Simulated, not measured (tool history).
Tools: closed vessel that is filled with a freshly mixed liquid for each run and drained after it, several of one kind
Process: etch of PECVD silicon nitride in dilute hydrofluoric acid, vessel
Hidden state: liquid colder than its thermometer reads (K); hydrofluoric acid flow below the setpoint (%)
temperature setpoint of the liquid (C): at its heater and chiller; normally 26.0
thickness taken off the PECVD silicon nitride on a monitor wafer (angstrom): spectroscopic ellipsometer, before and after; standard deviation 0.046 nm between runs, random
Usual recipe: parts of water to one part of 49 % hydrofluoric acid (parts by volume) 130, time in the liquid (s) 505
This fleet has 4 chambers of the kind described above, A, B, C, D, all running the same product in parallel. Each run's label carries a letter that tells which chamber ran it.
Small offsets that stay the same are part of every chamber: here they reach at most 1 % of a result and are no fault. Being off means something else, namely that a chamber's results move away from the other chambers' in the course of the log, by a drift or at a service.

run,hour,temperature setpoint of the liquid (C),parts of water to one part of 49 % hydrofluoric acid (parts by volume),time in the liquid (s),hours since the thermometer was replaced,hours since the hydrofluoric acid flow meter was replaced,"read-back film thickness of the PECVD silicon nitride reference wafer, read on the same gauge (nm)",thickness taken off the PECVD silicon nitride on a monitor wafer (angstrom)
1A,13.9,26.0,130,505,1343.2,510.0,130.00,132.080
2C,24.7,26.0,130,505,1335.7,247.2,130.01,133.650
3B,33.7,26.0,130,505,612.4,781.3,130.00,133.940
4D,40.7,26.0,130,505,116.0,625.2,129.98,132.850
5A,48.8,26.0,130,505,1378.1,544.9,130.01,131.570
6B,58.2,26.0,130,505,636.9,805.8,130.00,133.590
7D,66.8,26.0,130,505,142.1,651.3,130.00,134.390
8C,77.4,26.0,130,505,1388.4,299.9,130.00,133.460
9B,88.7,22.0,130,505,667.4,836.3,130.00,103.040
10A,98.8,22.0,130,505,1428.1,594.9,129.98,101.160
11C,111.2,22.0,130,505,1422.2,333.7,130.02,103.060
12D,120.4,22.0,130,505,195.7,704.9,130.00,103.020
# hour 123.0: chamber C: thermometer replaced
13D,131.1,26.0,130,505,206.4,715.6,130.02,132.950
14B,145.0,26.0,130,505,723.7,892.6,130.00,132.920
15A,151.5,26.0,130,505,1480.8,647.6,130.00,129.940
16C,161.6,26.0,130,505,38.7,384.1,129.99,132.940
17D,173.7,26.0,130,505,249.0,758.2,130.00,133.910
18C,188.1,26.0,130,505,65.2,410.6,130.01,134.180
19B,195.3,26.0,130,505,774.0,942.9,130.01,133.730
20A,205.1,26.0,130,505,1534.4,701.2,129.99,127.570
21A,215.7,26.0,130,505,1545.0,711.8,129.98,127.620
22C,228.5,24.0,130,505,105.6,451.0,130.00,118.000
23B,236.0,24.0,130,505,814.7,983.6,129.99,117.530
24D,244.1,24.0,130,505,319.4,828.6,129.98,117.380

The same settings go to every chamber for the next run, one line per chamber below. Forecast the results for each:
25A,254.5,21.5,130,505,,,,?
25B,254.5,21.5,130,505,,,,?
25C,254.5,21.5,130,505,,,,?
25D,254.5,21.5,130,505,,,,?

run,thickness taken off the PECVD silicon nitride on a monitor wafer (angstrom)
25A,94.427
25B,99.482
25C,99.357
25D,99.933
